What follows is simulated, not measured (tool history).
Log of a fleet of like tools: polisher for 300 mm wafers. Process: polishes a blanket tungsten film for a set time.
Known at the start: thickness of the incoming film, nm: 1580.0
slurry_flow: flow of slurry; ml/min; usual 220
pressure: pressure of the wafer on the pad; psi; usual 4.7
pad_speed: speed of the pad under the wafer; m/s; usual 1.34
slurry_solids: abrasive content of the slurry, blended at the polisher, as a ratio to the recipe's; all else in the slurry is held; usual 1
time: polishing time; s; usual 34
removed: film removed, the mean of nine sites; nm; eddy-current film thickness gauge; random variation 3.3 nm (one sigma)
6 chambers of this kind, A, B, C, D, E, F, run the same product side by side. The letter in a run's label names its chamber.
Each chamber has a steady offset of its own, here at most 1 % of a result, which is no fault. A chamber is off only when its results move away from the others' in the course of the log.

run	day	slurry_flow	pressure	pad_speed	slurry_solids	time	wafers polished on this pad	hours since the slurry nozzle was cleaned	hours since the head pressure was calibrated	hours since the slurry blender was calibrated	hours since the slurry got fresh peroxide	removed
# day 0.058: chamber C: slurry tank refilled with fresh slurry and peroxide
1C	0.325	220	4.7	1.34	1	34	693	28.2	961.5	322.5	6.4	276.48
2D	0.629	220	4.7	1.34	1	34	292	458.1	368.3	79.1	99.6	273.50
3E	0.904	220	4.7	1.34	1	34	694	254.5	676.0	149.7	47.6	270.49
# day 1.096: chamber A: worn pad replaced by a new one
# day 1.112: chamber D: slurry tank refilled with fresh slurry and peroxide
4A	1.221	220	4.7	1.34	1	34	53	431.8	163.8	212.1	48.3	283.21
# day 1.650: chamber E: slurry blender recalibrated
5F	1.738	220	4.7	1.34	1	34	1094	45.7	596.2	201.4	77.3	272.60
# day 1.854: chamber E: slurry nozzle cleaned
6B	2.062	220	4.7	1.34	1	34	958	54.9	763.1	57.5	56.0	280.38
# day 2.154: chamber C: worn pad replaced by a new one
# day 2.200: chamber A: slurry tank refilled with fresh slurry and peroxide
# day 2.367: chamber F: worn pad replaced by a new one
# day 2.379: chamber D: slurry nozzle cleaned
7C	2.392	220	4.7	1.34	1	34	100	77.8	1011.1	372.1	56.0	279.31
# day 2.429: chamber E: worn pad replaced by a new one
# day 2.633: chamber E: slurry tank refilled with fresh slurry and peroxide
8F	2.758	220	4.7	1.34	1	34	165	70.2	620.7	225.9	101.8	275.23
# day 2.962: chamber D: worn pad replaced by a new one
9A	3.025	220	4.7	1.34	1	34	813	475.1	207.1	255.4	19.8	285.25
10B	3.346	220	4.7	1.34	1	34	1499	85.7	793.9	88.3	86.8	277.87
# day 3.475: chamber C: slurry blender recalibrated
# day 3.479: chamber B: worn pad replaced by a new one
11E	3.758	220	4.7	1.34	1	34	560	45.8	744.5	50.7	27.0	275.82
12D	4.104	220	4.7	1.34	1	34	482	41.4	451.7	162.5	71.8	271.91
13C	4.579	220	4.7	1.34	1	34	1022	130.3	1063.6	26.6	108.5	271.69
# day 4.692: chamber D: slurry tank refilled with fresh slurry and peroxide
# day 4.933: chamber A: worn pad replaced by a new one
14D	5.058	220	4.7	1.34	1	34	885	64.3	474.6	185.4	8.8	272.46
# day 5.075: chamber B: slurry tank refilled with fresh slurry and peroxide
# day 5.425: chamber B: head pressure recalibrated
# day 5.429: chamber E: worn pad replaced by a new one
15A	5.479	220	4.7	1.34	1	34	230	534.0	266.0	314.3	78.7	279.71
# day 5.496: chamber C: worn pad replaced by a new one
# day 5.500: chamber A: slurry tank refilled with fresh slurry and peroxide
# day 5.838: chamber F: worn pad replaced by a new one
16E	6.058	220	4.7	1.34	1	34	266	101.0	799.7	105.9	82.2	273.31
# day 6.275: chamber E: slurry tank refilled with fresh slurry and peroxide
17B	6.396	220	4.7	1.34	1	34	1231	158.9	23.4	161.5	31.8	278.72
# day 6.400: chamber D: worn pad replaced by a new one
18F	6.712	220	4.7	1.34	1	34	370	165.1	715.6	320.8	196.7	269.82
# day 7.025: chamber B: worn pad replaced by a new one
19B	7.096	265	4.7	1.34	1	34	30	175.7	40.2	178.3	48.6	284.21
# day 7.383: chamber C: slurry tank refilled with fresh slurry and peroxide
20E	7.671	265	4.7	1.34	1	34	946	139.7	838.4	144.6	33.6	279.40
# day 7.679: chamber B: slurry blender recalibrated
21A	8.204	265	4.7	1.34	1	34	1379	599.4	331.4	379.7	65.0	283.38
# day 8.296: chamber C: slurry nozzle cleaned
# day 8.458: chamber A: worn pad replaced by a new one
22D	8.512	265	4.7	1.34	1	34	890	147.2	557.5	268.3	91.7	278.65
# day 8.662: chamber A: slurry blender recalibrated
# day 8.771: chamber A: slurry tank refilled with fresh slurry and peroxide
# day 8.829: chamber E: worn pad replaced by a new one
23C	8.942	265	4.7	1.34	1	34	1453	15.6	1168.3	131.3	37.5	284.43
# day 8.958: chamber E: slurry blender recalibrated
# day 9.017: chamber F: worn pad replaced by a new one
# day 9.296: chamber D: slurry tank refilled with fresh slurry and peroxide
# day 9.346: chamber C: worn pad replaced by a new one
24F	9.429	265	4.7	1.34	1	34	174	230.3	780.8	386.0	261.9	272.26
25D	9.804	220	4.7	1.34	1	34	1435	178.2	588.5	299.3	12.3	270.02
# day 9.950: chamber E: slurry tank refilled with fresh slurry and peroxide
# day 10.017: chamber D: worn pad replaced by a new one
# day 10.150: chamber B: slurry tank refilled with fresh slurry and peroxide
26F	10.304	220	4.7	1.34	1	34	543	251.3	801.8	407.0	282.9	267.13
# day 10.479: chamber C: head pressure recalibrated
27C	10.621	220	4.7	1.34	1	34	538	55.9	3.4	171.6	77.8	279.60
# day 10.708: chamber B: worn pad replaced by a new one
# day 11.000: chamber F: slurry blender recalibrated
28B	11.046	220	4.7	1.34	1	34	142	270.5	135.0	80.9	21.5	284.69
29E	11.488	220	4.7	1.34	1	34	1120	231.3	930.0	60.8	37.0	278.75
# day 11.721: chamber A: slurry tank refilled with fresh slurry and peroxide
30A	11.833	220	4.7	1.34	1	34	1422	686.5	418.5	76.2	2.7	283.21
# day 11.988: chamber A: worn pad replaced by a new one
# day 12.008: chamber E: worn pad replaced by a new one
# day 12.062: chamber F: worn pad replaced by a new one
31F	12.100	220	4.7	1.34	1	34	15	294.4	844.9	26.4	326.0	264.85
# day 12.446: chamber C: worn pad replaced by a new one
32B	12.533	220	4.7	1.34	1	34	769	306.2	170.7	116.6	57.2	271.35
33C	12.917	220	4.7	1.34	1	34	198	111.0	58.5	226.7	132.9	276.65
# day 13.025: chamber E: slurry tank refilled with fresh slurry and peroxide
# day 13.075: chamber D: worn pad replaced by a new one
34A	13.179	220	4.7	1.34	1	34	503	718.8	450.8	108.5	35.0	287.98
35D	13.700	220	4.7	1.34	1	34	264	271.7	682.0	392.8	105.8	271.96
# day 13.771: chamber D: slurry tank refilled with fresh slurry and peroxide
# day 13.971: chamber D: slurry blender recalibrated
36E	13.988	220	4.7	1.34	1	34	835	291.3	990.0	120.8	23.1	280.39
# day 14.317: chamber B: worn pad replaced by a new one
37E	14.500	220	4.7	1.34	1	34	1051	303.6	1002.3	133.1	35.4	275.08
# day 14.554: chamber C: slurry tank refilled with fresh slurry and peroxide
38B	14.875	220	4.7	1.34	1	34	237	362.4	226.9	172.8	113.4	276.49
# day 14.992: chamber A: worn pad replaced by a new one
# day 15.075: chamber F: worn pad replaced by a new one
39D	15.262	220	4.7	1.34	1	34	922	309.2	719.5	31.1	35.8	276.78
# day 15.342: chamber A: slurry tank refilled with fresh slurry and peroxide
40F	15.625	220	4.7	1.34	1	34	233	379.0	929.5	111.0	410.6	260.81
41C	16.050	220	4.0	1.34	1	39	1519	186.2	133.7	301.9	35.9	265.19
42A	16.362	220	4.0	1.34	1	39	578	795.2	527.2	184.9	24.6	273.96
43F	16.808	220	4.0	1.34	1	39	732	407.4	957.9	139.4	439.0	244.35

All 6 chambers run these settings next. Forecast each chamber's results:
44A	17.233	220	4.7	1.06	1	34						?
44B	17.233	220	4.7	1.06	1	34						?
44C	17.233	220	4.7	1.06	1	34						?
44D	17.233	220	4.7	1.06	1	34						?
44E	17.233	220	4.7	1.06	1	34						?
44F	17.233	220	4.7	1.06	1	34						?

run	removed
44A	224.97
44B	217.62
44C	209.47
44D	219.10
44E	217.08
44F	200.00
